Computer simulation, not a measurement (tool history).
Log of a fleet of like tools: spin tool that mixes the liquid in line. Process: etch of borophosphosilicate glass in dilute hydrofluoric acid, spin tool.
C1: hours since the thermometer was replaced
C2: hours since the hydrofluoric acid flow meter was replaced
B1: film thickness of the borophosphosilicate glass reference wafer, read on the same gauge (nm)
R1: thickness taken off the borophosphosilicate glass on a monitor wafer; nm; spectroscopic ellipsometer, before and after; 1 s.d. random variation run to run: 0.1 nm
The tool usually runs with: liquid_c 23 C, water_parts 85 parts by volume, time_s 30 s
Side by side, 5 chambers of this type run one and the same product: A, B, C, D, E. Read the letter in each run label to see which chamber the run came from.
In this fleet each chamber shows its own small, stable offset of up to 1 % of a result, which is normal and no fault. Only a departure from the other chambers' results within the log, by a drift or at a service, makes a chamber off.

Run 1A, hour 8.4: usual settings; C1 559.8; C2 293.3; B1 40.011. Result: R1 15.861 nm.
Run 2C, hour 17: usual settings; C1 237; C2 434.8; B1 40.019. Result: R1 15.511 nm.
Run 3B, hour 21.8: usual settings; C1 425.1; C2 418.6; B1 39.983. Result: R1 15.648 nm.
Run 4E, hour 28.5: usual settings; C1 954.9; C2 1528.6; B1 40.009. Result: R1 15.585 nm.
Run 5D, hour 37.9: usual settings; C1 439.2; C2 712.5; B1 40. Result: R1 15.791 nm.
Run 6B, hour 43.8: usual settings; C1 447.1; C2 440.6; B1 40.028. Result: R1 15.787 nm.
Run 7A, hour 49.6: usual settings; C1 601; C2 334.5; B1 39.959. Result: R1 15.681 nm.
Run 8E, hour 57.8: usual settings; C1 984.2; C2 1557.9; B1 39.998. Result: R1 15.645 nm.
Run 9C, hour 68.7: usual settings; C1 288.7; C2 486.5; B1 39.986. Result: R1 15.521 nm.
Run 10D, hour 78.3: usual settings; C1 479.6; C2 752.9; B1 39.984. Result: R1 15.937 nm.
Run 11A, hour 88.6: usual settings; C1 640; C2 373.5; B1 40.018. Result: R1 15.588 nm.
Run 12C, hour 97.7: usual settings; C1 317.7; C2 515.5; B1 40.009. Result: R1 15.524 nm.
Run 13D, hour 106.4: usual settings; C1 507.7; C2 781; B1 40.012. Result: R1 15.721 nm.
Run 14E, hour 113: usual settings but water_parts 55 parts by volume; C1 1039.4; C2 1613.1; B1 39.942. Result: R1 24.968 nm.
Run 15B, hour 117.9: usual settings but water_parts 55 parts by volume; C1 521.2; C2 514.7; B1 40.014. Result: R1 25.558 nm.
Run 16B, hour 123.5: usual settings but water_parts 55 parts by volume; C1 526.8; C2 520.3; B1 39.964. Result: R1 25.466 nm.
Run 17D, hour 133: usual settings but water_parts 55 parts by volume; C1 534.3; C2 807.6; B1 39.963. Result: R1 25.473 nm.
Run 18C, hour 138.1: usual settings but water_parts 55 parts by volume; C1 358.1; C2 555.9; B1 40.017. Result: R1 24.686 nm.
At hour 138.4: chamber E: thermometer replaced.
Run 19A, hour 145.9: usual settings; C1 697.3; C2 430.8; B1 40.027. Result: R1 15.172 nm.
At hour 151.9: chamber B: thermometer replaced.
Run 20E, hour 152.6: usual settings; C1 14.2; C2 1652.7; B1 40.023. Result: R1 15.615 nm.
Run 21A, hour 158.2: usual settings; C1 709.6; C2 443.1; B1 40.002. Result: R1 15.021 nm.
Run 22C, hour 169.1: usual settings; C1 389.1; C2 586.9; B1 39.977. Result: R1 15.535 nm.
Run 23D, hour 178.3: usual settings; C1 579.6; C2 852.9; B1 40. Result: R1 15.623 nm.
Run 24B, hour 184.9: usual settings; C1 33; C2 581.7; B1 39.971. Result: R1 15.564 nm.
Run 25E, hour 192.2: usual settings; C1 53.8; C2 1692.3; B1 40.018. Result: R1 15.601 nm.
Run 26A, hour 202.2: usual settings; C1 753.6; C2 487.1; B1 39.972. Result: R1 14.683 nm.
At hour 208.4: chamber C: hydrofluoric acid flow meter replaced.
Run 27E, hour 209.5: usual settings; C1 71.1; C2 1709.6; B1 40.006. Result: R1 15.49 nm.
Run 28D, hour 216.2: usual settings but liquid_c 19.5 C; C1 617.5; C2 890.8; B1 40.029. Result: R1 13.742 nm.
Run 29C, hour 224.2: usual settings but liquid_c 19.5 C; C1 444.2; C2 15.8; B1 40.007. Result: R1 13.639 nm.
Run 30B, hour 235.2: usual settings but liquid_c 19.5 C; C1 83.3; C2 632; B1 40.008. Result: R1 13.48 nm.

Each of the 5 chambers runs these same settings next. Fill in every chamber's results:
Run 31A, hour 243: usual settings but water_parts 120 parts by volume. Result: R1 ?.
Run 31B, hour 243: usual settings but water_parts 120 parts by volume. Result: R1 ?.
Run 31C, hour 243: usual settings but water_parts 120 parts by volume. Result: R1 ?.
Run 31D, hour 243: usual settings but water_parts 120 parts by volume. Result: R1 ?.
Run 31E, hour 243: usual settings but water_parts 120 parts by volume. Result: R1 ?.

run      R1
31A   9.596
31B   10.59
31C  10.673
31D  10.712
31E  10.648

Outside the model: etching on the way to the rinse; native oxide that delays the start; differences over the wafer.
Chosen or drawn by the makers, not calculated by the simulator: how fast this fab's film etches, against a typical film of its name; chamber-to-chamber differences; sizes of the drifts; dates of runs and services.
